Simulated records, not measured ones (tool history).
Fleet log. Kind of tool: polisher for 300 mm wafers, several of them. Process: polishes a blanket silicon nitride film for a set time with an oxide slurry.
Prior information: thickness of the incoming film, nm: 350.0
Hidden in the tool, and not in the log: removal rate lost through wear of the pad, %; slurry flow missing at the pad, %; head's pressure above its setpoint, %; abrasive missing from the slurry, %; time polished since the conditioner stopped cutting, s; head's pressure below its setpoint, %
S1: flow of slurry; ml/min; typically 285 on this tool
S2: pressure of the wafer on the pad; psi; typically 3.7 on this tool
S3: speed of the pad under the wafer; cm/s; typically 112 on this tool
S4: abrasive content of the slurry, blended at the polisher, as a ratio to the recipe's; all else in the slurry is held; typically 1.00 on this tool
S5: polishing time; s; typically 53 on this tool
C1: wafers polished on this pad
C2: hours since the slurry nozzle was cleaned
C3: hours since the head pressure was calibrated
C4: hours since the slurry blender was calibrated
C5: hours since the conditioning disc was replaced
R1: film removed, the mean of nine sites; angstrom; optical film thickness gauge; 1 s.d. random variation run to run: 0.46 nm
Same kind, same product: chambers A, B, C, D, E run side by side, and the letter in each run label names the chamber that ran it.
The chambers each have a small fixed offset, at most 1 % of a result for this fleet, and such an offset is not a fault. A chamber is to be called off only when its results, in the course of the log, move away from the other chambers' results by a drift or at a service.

Run 1D, hour 10.8: usual settings; C1 758; C2 403.3; C3 667.9; C4 113.5; C5 30.1. Result: R1 367.01 angstrom.
At hour 13.1: chamber C: slurry nozzle cleaned.
Run 2A, hour 17.6: usual settings; C1 302; C2 48.0; C3 170.7; C4 29.0; C5 61.5. Result: R1 367.49 angstrom.
At hour 26.8: chamber D: slurry blender recalibrated.
Run 3B, hour 27.8: usual settings; C1 1118; C2 504.9; C3 103.3; C4 29.5; C5 53.1. Result: R1 365.97 angstrom.
Run 4C, hour 33.6: usual settings; C1 468; C2 20.6; C3 274.1; C4 262.7; C5 61.4. Result: R1 362.30 angstrom.
At hour 40.6: chamber B: worn pad replaced by a new one.
Run 5E, hour 42.3: usual settings; C1 843; C2 297.2; C3 282.1; C4 187.5; C5 249.6. Result: R1 367.14 angstrom.
Run 6D, hour 51.7: usual settings; C1 1252; C2 444.2; C3 708.8; C4 24.9; C5 71.0. Result: R1 365.93 angstrom.
At hour 59.4: chamber A: worn pad replaced by a new one.
Run 7A, hour 60.3: usual settings; C1 11; C2 90.7; C3 213.4; C4 71.7; C5 104.2. Result: R1 365.30 angstrom.
At hour 67.1: chamber D: worn pad replaced by a new one.
Run 8E, hour 68.2: usual settings; C1 1156; C2 323.1; C3 308.0; C4 213.4; C5 275.5. Result: R1 364.71 angstrom.
At hour 71.0: chamber E: worn pad replaced by a new one.
Run 9B, hour 73.7: usual settings; C1 399; C2 550.8; C3 149.2; C4 75.4; C5 99.0. Result: R1 366.13 angstrom.
Run 10C, hour 81.4: usual settings; C1 1045; C2 68.4; C3 321.9; C4 310.5; C5 109.2. Result: R1 362.77 angstrom.
At hour 89.3: chamber B: conditioning disc replaced and pad reconditioned.
Run 11A, hour 89.8: usual settings; C1 367; C2 120.2; C3 242.9; C4 101.2; C5 133.7. Result: R1 366.47 angstrom.
At hour 94.9: chamber A: slurry blender recalibrated.
At hour 95.2: chamber D: slurry nozzle cleaned.
At hour 95.2: chamber C: worn pad replaced by a new one.
Run 12B, hour 98.1: usual settings; C1 694; C2 575.2; C3 173.6; C4 99.8; C5 8.8. Result: R1 361.76 angstrom.
Run 13D, hour 107.9: usual settings; C1 493; C2 12.7; C3 765.0; C4 81.1; C5 127.2. Result: R1 366.11 angstrom.
At hour 117.3: chamber A: worn pad replaced by a new one.
Run 14E, hour 119.6: usual settings; C1 588; C2 374.5; C3 359.4; C4 264.8; C5 326.9. Result: R1 362.91 angstrom.
At hour 126.7: chamber B: slurry blender recalibrated.
Run 15C, hour 128.8: usual settings; C1 406; C2 115.8; C3 369.3; C4 357.9; C5 156.6. Result: R1 366.44 angstrom.
Run 16D, hour 135.5: usual settings; C1 827; C2 40.3; C3 792.6; C4 108.7; C5 154.8. Result: R1 360.82 angstrom.
At hour 136.5: chamber B: slurry nozzle cleaned.
Run 17C, hour 145.3: usual settings; C1 605; C2 132.3; C3 385.8; C4 374.4; C5 173.1. Result: R1 363.38 angstrom.
At hour 149.2: chamber B: worn pad replaced by a new one.
At hour 150.1: chamber E: head pressure recalibrated.
At hour 153.3: chamber E: worn pad replaced by a new one.
Run 18A, hour 153.9: usual settings; C1 442; C2 184.3; C3 307.0; C4 59.1; C5 197.8. Result: R1 365.31 angstrom.
Run 19B, hour 163.9: usual settings; C1 178; C2 27.5; C3 239.4; C4 37.2; C5 74.6. Result: R1 367.32 angstrom.
At hour 165.0: chamber D: slurry blender recalibrated.
At hour 165.4: chamber D: conditioning disc replaced and pad reconditioned.
Run 20E, hour 175.4: usual settings; C1 267; C2 430.3; C3 25.4; C4 320.6; C5 382.7. Result: R1 364.94 angstrom.
At hour 181.1: chamber C: conditioning disc replaced and pad reconditioned.
Run 21D, hour 181.2: usual settings; C1 1379; C2 86.0; C3 838.3; C4 16.2; C5 15.9. Result: R1 367.47 angstrom.
At hour 183.7: chamber B: conditioning disc replaced and pad reconditioned.
At hour 184.4: chamber A: worn pad replaced by a new one.
At hour 185.4: chamber C: worn pad replaced by a new one.
At hour 188.4: chamber D: worn pad replaced by a new one.
At hour 190.5: chamber A: conditioning disc replaced and pad reconditioned.
Run 22E, hour 191.1: usual settings; C1 457; C2 446.0; C3 41.1; C4 336.3; C5 398.4. Result: R1 373.99 angstrom.
Run 23B, hour 200.2: usual settings; C1 616; C2 63.8; C3 275.7; C4 73.5; C5 16.5. Result: R1 369.59 angstrom.
At hour 207.1: chamber A: slurry blender recalibrated.
Run 24C, hour 210.5: usual settings; C1 304; C2 197.5; C3 451.0; C4 439.6; C5 29.5. Result: R1 360.62 angstrom.
Run 25A, hour 218.2: usual settings; C1 408; C2 248.6; C3 371.3; C4 11.1; C5 27.7. Result: R1 363.55 angstrom.
At hour 221.7: chamber C: slurry blender recalibrated.
Run 26C, hour 226.5: usual settings; C1 497; C2 213.5; C3 467.0; C4 4.9; C5 45.5. Result: R1 362.00 angstrom.
Run 27B, hour 232.9: usual settings; C1 1011; C2 96.5; C3 308.4; C4 106.2; C5 49.2. Result: R1 372.56 angstrom.
At hour 241.2: chamber A: worn pad replaced by a new one.
Run 28E, hour 241.4: usual settings; C1 1065; C2 496.3; C3 91.4; C4 386.6; C5 448.7. Result: R1 367.39 angstrom.
Run 29D, hour 249.7: usual settings; C1 740; C2 154.5; C3 906.8; C4 84.7; C5 84.4. Result: R1 359.45 angstrom.
At hour 250.7: chamber B: slurry blender recalibrated.
At hour 251.1: chamber E: worn pad replaced by a new one.
Run 30A, hour 259.6: usual settings but S4 0.85; C1 222; C2 290.0; C3 412.7; C4 52.5; C5 69.1. Result: R1 340.43 angstrom.
Run 31B, hour 266.6: usual settings but S4 0.85; C1 1418; C2 130.2; C3 342.1; C4 16.0; C5 82.9. Result: R1 342.13 angstrom.
At hour 270.2: chamber C: worn pad replaced by a new one.
Run 32C, hour 278.3: usual settings but S4 0.85; C1 98; C2 265.3; C3 518.8; C4 56.7; C5 97.3. Result: R1 339.11 angstrom.
At hour 281.5: chamber D: slurry blender recalibrated.
Run 33D, hour 289.8: usual settings but S4 0.85; C1 1225; C2 194.6; C3 946.9; C4 8.4; C5 124.5. Result: R1 332.84 angstrom.
At hour 290.1: chamber E: slurry blender recalibrated.
Run 34E, hour 295.8: usual settings but S4 0.85; C1 540; C2 550.7; C3 145.8; C4 5.7; C5 503.1. Result: R1 344.88 angstrom.
At hour 296.3: chamber A: slurry blender recalibrated.
Run 35A, hour 306.0: usual settings; C1 783; C2 336.4; C3 459.1; C4 9.8; C5 115.5. Result: R1 359.64 angstrom.
At hour 306.6: chamber D: worn pad replaced by a new one.
Run 36D, hour 313.3: usual settings; C1 81; C2 218.1; C3 970.4; C4 31.9; C5 148.0. Result: R1 362.77 angstrom.

All 5 chambers run these settings next. Forecast each chamber's results:
Run 37A, hour 321.7: usual settings. Result: R1 ?.
Run 37B, hour 321.7: usual settings. Result: R1 ?.
Run 37C, hour 321.7: usual settings. Result: R1 ?.
Run 37D, hour 321.7: usual settings. Result: R1 ?.
Run 37E, hour 321.7: usual settings. Result: R1 ?.

run      R1
37A  367.34
37B  352.17
37C  368.53
37D  353.89
37E  369.23
